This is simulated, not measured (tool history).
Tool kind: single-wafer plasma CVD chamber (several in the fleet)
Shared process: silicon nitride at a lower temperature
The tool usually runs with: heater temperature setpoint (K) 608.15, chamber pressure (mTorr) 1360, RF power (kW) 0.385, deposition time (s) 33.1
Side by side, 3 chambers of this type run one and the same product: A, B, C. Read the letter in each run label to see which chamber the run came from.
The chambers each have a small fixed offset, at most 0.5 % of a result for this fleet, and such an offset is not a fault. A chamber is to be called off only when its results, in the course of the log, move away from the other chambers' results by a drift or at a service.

run   hour  heater temperature setpoint (K)  chamber pressure (mTorr)  RF power (kW)  deposition time (s)  hours since the last thermocouple change  hours since the last RF generator calibration  hours since the last manometer calibration  read-back reference wafer on the same gauge, thickness_nm  mean film thickness on the monitor wafer (nm)
 1C    3.4                           608.15                      1360          0.385                 33.1                                    2086.1                                          557.5                                      2062.6                                                     44.009                                         43.931
 2B    8.1                           608.15                      1360          0.385                 33.1                                    1953.4                                          275.9                                        71.5                                                     43.977                                         43.971
 3A   11.0                           608.15                      1360          0.385                 33.1                                     359.3                                          899.6                                      1642.1                                                     43.983                                         43.588
 4C   14.6                           608.15                      1360          0.385                 33.1                                    2097.3                                          568.7                                      2073.8                                                     44.015                                         43.815
 5B   18.2                           608.15                      1360          0.385                 33.1                                    1963.5                                          286.0                                        81.6                                                     43.986                                         43.892
 6A   22.9                           608.15                      1360          0.385                 33.1                                     371.2                                          911.5                                      1654.0                                                     43.996                                         43.645
 7B   26.5                           608.15                      1550          0.385                 35.1                                    1971.8                                          294.3                                        89.9                                                     43.954                                         47.905
 8A   29.6                           608.15                      1550          0.385                 35.1                                     377.9                                          918.2                                      1660.7                                                     43.985                                         47.876
 9C   33.6                           608.15                      1550          0.385                 35.1                                    2116.3                                          587.7                                      2092.8                                                     44.004                                         48.212
10B   37.4                           608.15                      1360          0.385                 33.1                                    1982.7                                          305.2                                       100.8                                                     43.965                                         43.722
11A   39.5                           608.15                      1360          0.385                 33.1                                     387.8                                          928.1                                      1670.6                                                     44.023                                         43.571
12C   42.9                           608.15                      1360          0.385                 33.1                                    2125.6                                          597.0                                      2102.1                                                     44.004                                         43.980
13B   47.0                           608.15                      1360          0.385                 33.1                                    1992.3                                          314.8                                       110.4                                                     44.026                                         43.621
14C   50.5                           608.15                      1360          0.385                 33.1                                    2133.2                                          604.6                                      2109.7                                                     43.996                                         43.954
15A   53.6                           608.15                      1360          0.385                 33.1                                     401.9                                          942.2                                      1684.7                                                     44.001                                         43.690
16C   58.2                           608.15                      1360          0.385                 33.1                                    2140.9                                          612.3                                      2117.4                                                     44.002                                         43.715
17B   62.2                           600.15                      1360          0.385                 33.1                                    2007.5                                          330.0                                       125.6                                                     43.993                                         43.373
18A   65.2                           600.15                      1360          0.385                 33.1                                     413.5                                          953.8                                      1696.3                                                     44.001                                         43.777
19A   69.2                           600.15                      1360          0.385                 33.1                                     417.5                                          957.8                                      1700.3                                                     44.017                                         43.712
20B   72.7                           608.15                      1360          0.385                 33.1                                    2018.0                                          340.5                                       136.1                                                     44.023                                         43.406
21C   75.3                           608.15                      1530          0.355                 33.1                                    2158.0                                          629.4                                      2134.5                                                     44.036                                         43.238
22C   77.9                           608.15                      1530          0.355                 33.1                                    2160.6                                          632.0                                      2137.1                                                     43.985                                         43.036
23B   80.5                           608.15                      1530          0.355                 33.1                                    2025.8                                          348.3                                       143.9                                                     43.979                                         42.492
24A   82.9                           608.15                      1360          0.385                 33.1                                     431.2                                          971.5                                      1714.0                                                     44.001                                         43.601
25C   87.7                           608.15                      1360          0.385                 33.1                                    2170.4                                          641.8                                      2146.9                                                     44.036                                         43.837
26B   90.4                           608.15                      1360          0.385                 33.1                                    2035.7                                          358.2                                       153.8                                                     44.016                                         42.964
27A   93.8                           608.15                      1360          0.385                 33.1                                     442.1                                          982.4                                      1724.9                                                     44.007                                         43.786
28A   98.0                           608.15                      1360          0.385                 33.1                                     446.3                                          986.6                                      1729.1                                                     43.975                                         43.526
29C  100.2                           608.15                      1360          0.450                 39.1                                    2182.9                                          654.3                                      2159.4                                                     44.008                                         56.940
30B  105.1                           608.15                      1360          0.450                 39.1                                    2050.4                                          372.9                                       168.5                                                     44.014                                         55.536
31B  107.5                           608.15                      1360          0.450                 39.1                                    2052.8                                          375.3                                       170.9                                                     44.002                                         55.883
32C  109.9                           608.15                      1360          0.385                 33.1                                    2192.6                                          664.0                                      2169.1                                                     44.044                                         43.894
33A  114.6                           608.15                      1360          0.385                 27.2                                     462.9                                         1003.2                                      1745.7                                                     44.011                                         35.895
34B  118.8                           608.15                      1360          0.385                 27.2                                    2064.1                                          386.6                                       182.2                                                     43.981                                         34.916
35C  121.7                           608.15                      1360          0.385                 27.2                                    2204.4                                          675.8                                      2180.9                                                     43.991                                         36.054
36A  124.2                           608.15                      1360          0.385                 33.1                                     472.5                                         1012.8                                      1755.3                                                     43.988                                         43.515
37A  126.9                           608.15                      1360          0.385                 33.1                                     475.2                                         1015.5                                      1758.0                                                     43.983                                         43.673

All 3 chambers run these settings next. Forecast each chamber's results:
38A  130.4                           608.15                      1590          0.385                 33.1                                                                                                                                                                                                                                              ?
38B  130.4                           608.15                      1590          0.385                 33.1                                                                                                                                                                                                                                              ?
38C  130.4                           608.15                      1590          0.385                 33.1                                                                                                                                                                                                                                              ?

run  mean film thickness on the monitor wafer (nm)
38A                                         45.511
38B                                         44.365
38C                                         45.703

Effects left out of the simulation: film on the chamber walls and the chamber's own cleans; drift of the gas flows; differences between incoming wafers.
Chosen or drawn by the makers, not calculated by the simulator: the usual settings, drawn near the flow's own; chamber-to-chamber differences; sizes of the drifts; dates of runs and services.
